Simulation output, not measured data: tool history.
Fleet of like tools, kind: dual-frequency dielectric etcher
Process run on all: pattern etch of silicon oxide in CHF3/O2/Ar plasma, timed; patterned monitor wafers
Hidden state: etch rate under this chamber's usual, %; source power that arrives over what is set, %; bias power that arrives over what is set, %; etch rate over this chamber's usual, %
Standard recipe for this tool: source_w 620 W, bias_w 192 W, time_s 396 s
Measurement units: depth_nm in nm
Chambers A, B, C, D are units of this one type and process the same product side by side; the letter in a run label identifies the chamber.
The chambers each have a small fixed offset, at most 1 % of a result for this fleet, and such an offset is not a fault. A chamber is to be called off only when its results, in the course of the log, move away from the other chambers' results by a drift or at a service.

run,hour,source_w,bias_w,time_s,hours since the last wet clean,hours since the last source power generator calibration,hours since the last bias power generator calibration,"read-back reference wafer on the same gauge, depth_nm",depth_nm
1C,8.5,620,192,396,186.7,1168.9,527.7,930.4,806.36
2A,12.8,620,192,396,601.2,2113,509.3,930.35,806.91
3B,21.4,620,192,396,201.7,1029,1102.2,930.71,809.85
4D,30.3,620,192,396,45.5,3109.4,745.9,931.36,819.96
5A,37.6,620,213,297,626,2137.8,534.1,931.35,629.46
6D,44.7,620,213,297,59.9,3123.8,760.3,930.26,634.85
7B,48.7,620,213,297,229,1056.3,1129.5,931.05,627.97
8C,55.5,620,213,297,233.7,1215.9,574.7,931.54,629.5
9D,63.8,620,192,396,79,3142.9,779.4,931.92,812.73
10B,72.5,620,192,396,252.8,1080.1,1153.3,931.69,805.24
11A,78.9,620,192,396,667.3,2179.1,575.4,931.1,816.11
12C,85.6,620,192,396,263.8,1246,604.8,930.12,809.17
13D,90.3,620,192,396,105.5,3169.4,805.9,931.44,816.42
14B,98.6,620,192,396,278.9,1106.2,1179.4,929.92,808.99
# hour 100.5: chamber A: wet clean of the chamber
15A,107.1,530,192,480.5,6.6,2207.3,603.6,931.72,896.82
16C,113.4,530,192,480.5,291.6,1273.8,632.6,931.22,918.83
17B,118.5,530,192,480.5,298.8,1126.1,1199.3,931.26,920.56
18C,122.9,530,192,480.5,301.1,1283.3,642.1,931.53,925.31
19A,130.8,620,192,396,30.3,2231,627.3,930.58,786.12
20D,138.5,620,192,396,153.7,3217.6,854.1,930.18,812.21
21C,145.6,620,192,396,323.8,1306,664.8,930.1,812.24
22A,154,620,230,396,53.5,2254.2,650.5,931.29,825.8
23D,160.1,620,230,396,175.3,3239.2,875.7,931.68,865.71
24B,166.5,620,230,396,346.8,1174.1,1247.3,931.53,856.48
25B,173.7,620,230,396,354,1181.3,1254.5,931.35,860.49
26A,180.8,620,192,396,80.3,2281,677.3,931.26,781.92
27C,189.9,680,233,396,368.1,1350.3,709.1,931.76,894.92
28D,198.4,680,233,396,213.6,3277.5,914,930.62,901.52
29B,205.9,680,233,396,386.2,1213.5,1286.7,931.72,894.27
30C,214.9,680,233,396,393.1,1375.3,734.1,930.87,901.19
31D,220.4,620,192,396,235.6,3299.5,936,930.09,820.72
32A,225.8,680,232,396,125.3,2326,722.3,931.51,868.51
33C,230.8,680,232,396,409,1391.2,750,930.71,895.92
34B,239.4,680,232,396,419.7,1247,1320.2,930.7,895.49
35D,244.8,680,232,396,260,3323.9,960.4,931.34,914.11
36A,250.4,620,192,396,149.9,2350.6,746.9,930.07,779.9
37C,258,620,192,396,436.2,1418.4,777.2,931.71,808.79
38D,266.4,620,192,396,281.6,3345.5,982,930.46,815.88

Predict what each chamber gives when all 4 of them run the settings below next.
39A,273,720,192,396,,,,,?
39B,273,720,192,396,,,,,?
39C,273,720,192,396,,,,,?
39D,273,720,192,396,,,,,?

run,depth_nm
39A,827.34
39B,853.96
39C,861.72
39D,866.06
